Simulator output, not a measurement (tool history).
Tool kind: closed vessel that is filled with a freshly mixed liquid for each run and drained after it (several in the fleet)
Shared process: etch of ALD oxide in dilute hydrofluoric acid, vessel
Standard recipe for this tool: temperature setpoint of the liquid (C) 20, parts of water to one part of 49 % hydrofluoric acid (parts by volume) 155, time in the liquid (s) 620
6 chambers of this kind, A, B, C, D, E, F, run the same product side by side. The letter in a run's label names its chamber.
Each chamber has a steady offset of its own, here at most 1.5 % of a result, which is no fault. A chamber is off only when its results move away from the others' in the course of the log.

run	hour	temperature setpoint of the liquid (C)	parts of water to one part of 49 % hydrofluoric acid (parts by volume)	time in the liquid (s)	hours since the thermometer was replaced	hours since the hydrofluoric acid flow meter was replaced	read-back film thickness of the ALD oxide reference wafer, read on the same gauge (nm)	thickness taken off the ALD oxide on a monitor wafer (Å)
1E	8.5	20	155	620	931.2	1441.2	100.01	318.41
2A	18.2	20	155	620	445	21.2	100.01	321.37
3F	23.7	20	155	620	916.4	274	99.994	321.07
4C	31.2	20	155	620	192.1	461.6	99.988	318.04
5B	37.7	20	155	620	332.3	67.5	100.01	314.83
6D	45.1	20	155	620	620.4	771.8	100.01	317.02
7C	51.9	20	155	620	212.8	482.3	99.987	317.49
8F	60.3	23.5	215	620	953	310.6	99.989	247.2
9A	68.8	23.5	215	620	495.6	71.8	100.01	246.74
10B	77.2	23.5	215	620	371.8	107	100.01	248.55
11E	85.5	23.5	215	620	1008.2	1518.2	99.978	246.61
12D	95	23.5	215	620	670.3	821.7	99.994	243.98
13E	100.9	23.5	215	620	1023.6	1533.6	100.01	247.5
14C	106.2	20	155	620	267.1	536.6	100.01	315.95
15A	113.5	20	155	620	540.3	116.5	100.02	321.17
16F	123.9	20	155	620	1016.6	374.2	99.991	322.45
17D	133.8	20	155	620	709.1	860.5	99.987	319.31
18B	142.6	20	155	620	437.2	172.4	99.978	318.83
19A	147.4	20	155	620	574.2	150.4	100.01	320.77
20B	155.9	20	155	620	450.5	185.7	99.995	318.65
21D	163.6	20	155	620	738.9	890.3	99.991	320.63
22E	170.3	20	155	620	1093	1603	100	328.44
23F	175.3	20	155	620	1068	425.6	100.02	319.95
24C	180.1	20	155	620	341	610.5	99.962	316.14
25D	190	22	185	620	765.3	916.7	100.01	278.27
26E	199.9	22	185	620	1122.6	1632.6	100.01	289.69
27C	205.1	22	185	620	366	635.5	99.994	276.63
28A	211.4	22	185	620	638.2	214.4	100	281.79
29B	218.7	22	185	620	513.3	248.5	100.01	280.85
30F	225.3	22	185	620	1118	475.6	99.99	283.55
# hour 228.2: chamber E: hydrofluoric acid flow meter replaced
31B	235.1	20	155	620	529.7	264.9	100	319.7
32D	242.5	20	230	320	817.8	969.2	100	102.28
33F	252.1	20	230	320	1144.8	502.4	100.02	103.1
34C	259.7	20	230	320	420.6	690.1	100.01	103.13
35A	270.7	20	230	320	697.5	273.7	100.03	102.56
36E	280.2	20	230	320	1202.9	52.1	100.03	108.92
37C	285.7	20	230	320	446.6	716.1	99.989	102.78

Next, every chamber runs the same settings. What will each give?
38A	293.7	20	155	620				?
38B	293.7	20	155	620				?
38C	293.7	20	155	620				?
38D	293.7	20	155	620				?
38E	293.7	20	155	620				?
38F	293.7	20	155	620				?

run	thickness taken off the ALD oxide on a monitor wafer (Å)
38A	320.34
38B	319.37
38C	316.74
38D	316.31
38E	342.6
38F	320.73
